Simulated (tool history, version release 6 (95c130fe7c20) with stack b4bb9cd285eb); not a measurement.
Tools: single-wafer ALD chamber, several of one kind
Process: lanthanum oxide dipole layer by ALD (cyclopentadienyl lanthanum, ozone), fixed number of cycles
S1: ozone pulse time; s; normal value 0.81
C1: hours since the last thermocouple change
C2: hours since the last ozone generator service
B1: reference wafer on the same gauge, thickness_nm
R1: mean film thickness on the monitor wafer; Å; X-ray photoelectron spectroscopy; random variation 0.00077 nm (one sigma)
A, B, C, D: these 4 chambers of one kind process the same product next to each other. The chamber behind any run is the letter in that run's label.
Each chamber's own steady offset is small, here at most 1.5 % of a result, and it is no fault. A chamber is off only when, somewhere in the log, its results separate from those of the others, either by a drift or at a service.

run	hour	S1	C1	C2	B1	R1
1D	4.7	0.81	99.7	210.7	0.45018	4.5785
2A	12.9	0.81	2105.6	20.2	0.45034	4.6109
3B	17.3	0.81	2079.8	276.0	0.45029	4.6433
4C	26.7	0.81	1905.3	640.7	0.45028	4.6180
5C	33.2	0.81	1911.8	647.2	0.45050	4.6116
6B	37.8	0.81	2100.3	296.5	0.45061	4.6589
7D	46.4	0.81	141.4	252.4	0.45080	4.6026
8A	52.7	0.81	2145.4	60.0	0.45071	4.6264
9A	62.5	0.81	2155.2	69.8	0.45089	4.6243
10B	68.3	0.81	2130.8	327.0	0.45088	4.6573
11D	75.9	0.81	170.9	281.9	0.45112	4.6027
12C	85.5	0.81	1964.1	699.5	0.45123	4.6274
13B	90.0	0.81	2152.5	348.7	0.45122	4.6547
14C	97.2	0.81	1975.8	711.2	0.45162	4.6374
15D	102.0	0.81	197.0	308.0	0.45150	4.6069
# hour 106.5: chamber A: thermocouple changed; heater temperature recalibrated
16A	110.5	0.81	4.0	117.8	0.45163	4.6353
17A	117.1	0.81	10.6	124.4	0.45157	4.6410
18D	124.1	0.81	219.1	330.1	0.45174	4.6045
19B	131.7	0.81	2194.2	390.4	0.45182	4.6717
20C	138.1	0.81	2016.7	752.1	0.45210	4.6364
21A	145.0	0.81	38.5	152.3	0.45188	4.6436
22D	153.0	0.81	248.0	359.0	0.45219	4.6129
23B	162.6	0.81	2225.1	421.3	0.45223	4.6666
24C	167.5	1.03	2046.1	781.5	0.45247	5.0383
25D	175.0	1.03	270.0	381.0	0.45251	5.0246
26A	184.2	1.03	77.7	191.5	0.45275	5.0375
27C	192.7	1.03	2071.3	806.7	0.45276	5.0563
28B	202.8	0.81	2265.3	461.5	0.45291	4.6680
29D	209.1	0.81	304.1	415.1	0.45294	4.6170

Each of the 4 chambers runs these same settings next. Fill in every chamber's results:
30A	216.4	0.81				?
30B	216.4	0.81				?
30C	216.4	0.81				?
30D	216.4	0.81				?

run	R1
30A	4.6474
30B	4.6752
30C	4.6460
30D	4.6220

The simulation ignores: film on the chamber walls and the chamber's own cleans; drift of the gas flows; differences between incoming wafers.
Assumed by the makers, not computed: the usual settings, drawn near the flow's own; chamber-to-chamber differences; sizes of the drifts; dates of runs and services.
